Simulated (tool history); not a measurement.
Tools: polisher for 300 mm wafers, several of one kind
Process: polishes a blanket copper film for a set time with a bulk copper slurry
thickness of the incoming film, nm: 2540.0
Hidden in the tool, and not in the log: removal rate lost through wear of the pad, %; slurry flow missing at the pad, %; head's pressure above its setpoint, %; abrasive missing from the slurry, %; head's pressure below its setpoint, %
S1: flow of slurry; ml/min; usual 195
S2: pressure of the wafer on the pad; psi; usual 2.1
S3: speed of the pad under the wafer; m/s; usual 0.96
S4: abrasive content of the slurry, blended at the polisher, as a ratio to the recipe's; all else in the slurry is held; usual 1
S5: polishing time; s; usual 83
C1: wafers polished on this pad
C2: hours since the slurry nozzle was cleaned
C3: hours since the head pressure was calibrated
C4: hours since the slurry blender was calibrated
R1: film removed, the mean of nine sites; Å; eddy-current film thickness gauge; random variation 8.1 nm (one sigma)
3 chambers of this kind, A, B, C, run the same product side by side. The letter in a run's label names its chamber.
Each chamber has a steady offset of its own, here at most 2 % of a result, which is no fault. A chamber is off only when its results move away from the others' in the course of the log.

-- hour=1.9 chamber C: slurry blender recalibrated
run 1C hour=5 | S1=195 S2=2.1 S3=0.96 S4=1 S5=83 | C1=772 C2=410.3 C3=22.7 C4=3.2 | R1=6283.9
-- hour=8.7 chamber A: worn pad replaced by a new one
run 2A hour=13 | S1=195 S2=2.1 S3=0.96 S4=1 S5=83 | C1=50 C2=17.8 C3=111.2 C4=104.1 | R1=6636.2
-- hour=17.6 chamber C: worn pad replaced by a new one
run 3B hour=20.2 | S1=195 S2=2.1 S3=0.96 S4=1 S5=83 | C1=874 C2=341.3 C3=623.5 C4=327 | R1=6302.7
run 4B hour=28 | S1=195 S2=2.1 S3=0.96 S4=1 S5=83 | C1=965 C2=349.1 C3=631.3 C4=334.8 | R1=6270.4
run 5C hour=36.5 | S1=195 S2=2.1 S3=0.96 S4=1 S5=83 | C1=219 C2=441.8 C3=54.2 C4=34.7 | R1=6319.4
run 6A hour=46.1 | S1=195 S2=2.1 S3=0.96 S4=1 S5=83 | C1=434 C2=50.9 C3=144.3 C4=137.2 | R1=6414.5
-- hour=52.5 chamber B: worn pad replaced by a new one
run 7C hour=54.6 | S1=195 S2=2.1 S3=0.96 S4=1 S5=83 | C1=429 C2=459.9 C3=72.3 C4=52.8 | R1=6446.5
run 8B hour=63.1 | S1=195 S2=2.1 S3=0.96 S4=1 S5=83 | C1=123 C2=384.2 C3=666.4 C4=369.9 | R1=6163
run 9A hour=69.8 | S1=195 S2=2.1 S3=0.96 S4=1 S5=83 | C1=709 C2=74.6 C3=168 C4=160.9 | R1=6513.5
run 10A hour=75.3 | S1=195 S2=2.1 S3=0.96 S4=1 S5=83 | C1=773 C2=80.1 C3=173.5 C4=166.4 | R1=6508.6
-- hour=80.6 chamber C: worn pad replaced by a new one
run 11B hour=80.7 | S1=195 S2=2.1 S3=0.96 S4=1 S5=83 | C1=327 C2=401.8 C3=684 C4=387.5 | R1=6043
run 12C hour=87.9 | S1=195 S2=2.1 S3=0.96 S4=1 S5=83 | C1=85 C2=493.2 C3=105.6 C4=86.1 | R1=6178.1
run 13B hour=95.4 | S1=195 S2=2.1 S3=0.96 S4=1 S5=83 | C1=497 C2=416.5 C3=698.7 C4=402.2 | R1=6136.6
run 14A hour=100.1 | S1=195 S2=2.1 S3=0.96 S4=1 S5=83 | C1=1060 C2=104.9 C3=198.3 C4=191.2 | R1=6636.5
run 15C hour=105.9 | S1=195 S2=2.1 S3=0.96 S4=1 S5=83 | C1=294 C2=511.2 C3=123.6 C4=104.1 | R1=6385
run 16A hour=113.1 | S1=195 S2=2.1 S3=0.96 S4=1 S5=83 | C1=1211 C2=117.9 C3=211.3 C4=204.2 | R1=6498
run 17B hour=118 | S1=195 S2=2.1 S3=0.96 S4=1 S5=83 | C1=759 C2=439.1 C3=721.3 C4=424.8 | R1=5884.7
-- hour=122.8 chamber A: worn pad replaced by a new one
run 18C hour=127.8 | S1=195 S2=2.1 S3=0.96 S4=1 S5=83 | C1=548 C2=533.1 C3=145.5 C4=126 | R1=6334.8
run 19C hour=134.3 | S1=195 S2=2.1 S3=0.96 S4=1 S5=83 | C1=623 C2=539.6 C3=152 C4=132.5 | R1=6356.3
-- hour=141.7 chamber B: slurry blender recalibrated
run 20B hour=142 | S1=195 S2=2.1 S3=0.96 S4=1 S5=83 | C1=1038 C2=463.1 C3=745.3 C4=0.3 | R1=5690.3
-- hour=145.3 chamber B: worn pad replaced by a new one
-- hour=148.9 chamber C: worn pad replaced by a new one
run 21A hour=149.1 | S1=195 S2=2.1 S3=0.96 S4=1 S5=83 | C1=305 C2=153.9 C3=247.3 C4=240.2 | R1=6528
run 22A hour=155.1 | S1=195 S2=2.1 S3=0.96 S4=1 S5=83 | C1=375 C2=159.9 C3=253.3 C4=246.2 | R1=6443.4
run 23C hour=164.3 | S1=195 S2=2.1 S3=0.96 S4=1 S5=83 | C1=178 C2=569.6 C3=182 C4=162.5 | R1=6328.7
-- hour=170.3 chamber B: slurry nozzle cleaned
run 24B hour=174.3 | S1=195 S2=2.1 S3=0.96 S4=1 S5=83 | C1=337 C2=4.1 C3=777.6 C4=32.6 | R1=5840.1
run 25B hour=183.3 | S1=195 S2=2.1 S3=0.96 S4=1 S5=83 | C1=441 C2=13.1 C3=786.6 C4=41.6 | R1=5735.5
run 26A hour=190.2 | S1=195 S2=2.1 S3=0.96 S4=1 S5=83 | C1=782 C2=195 C3=288.4 C4=281.3 | R1=6429.2
run 27C hour=196.4 | S1=195 S2=2.1 S3=0.96 S4=1 S5=83 | C1=550 C2=601.7 C3=214.1 C4=194.6 | R1=6359.2
run 28A hour=204.4 | S1=135 S2=2.1 S3=0.96 S4=1 S5=83 | C1=946 C2=209.2 C3=302.6 C4=295.5 | R1=6014.6

What goes on in this fleet: one chamber off, a drifting gauge, or nothing beyond the chambers' own small offsets? Name the chamber and the cause, if any.

Chamber B drifts away from the others.
Cause: head's pressure below its setpoint, % = 11.3.

Here are 4 candidates for chamber B's next run, each the usual settings with a change, their results left as question marks. Which one brings its results back in line with what the others give on the usual settings?
In line means no further than this from the other chambers' mean on the usual settings: R1 280 Å
run 29B-1 hour=211.7 | S1=195 S2=2 S3=0.96 S4=1 S5=77 | R1=?
run 29B-2 hour=211.7 | S1=195 S2=2 S3=0.94 S4=1 S5=83 | R1=?
run 29B-3 hour=211.7 | S1=195 S2=2.1 S3=0.98 S4=1 S5=85 | R1=?
run 29B-4 hour=211.7 | S1=195 S2=2.1 S3=1.02 S4=1 S5=88 | R1=?

The other chambers' mean on the usual settings: R1 6405.5 Å
run=29B-1 R1=4947.5
run=29B-2 R1=5222.7
run=29B-3 R1=5851.8
run=29B-4 R1=6303.8
29B-4 brings the chamber back in line.
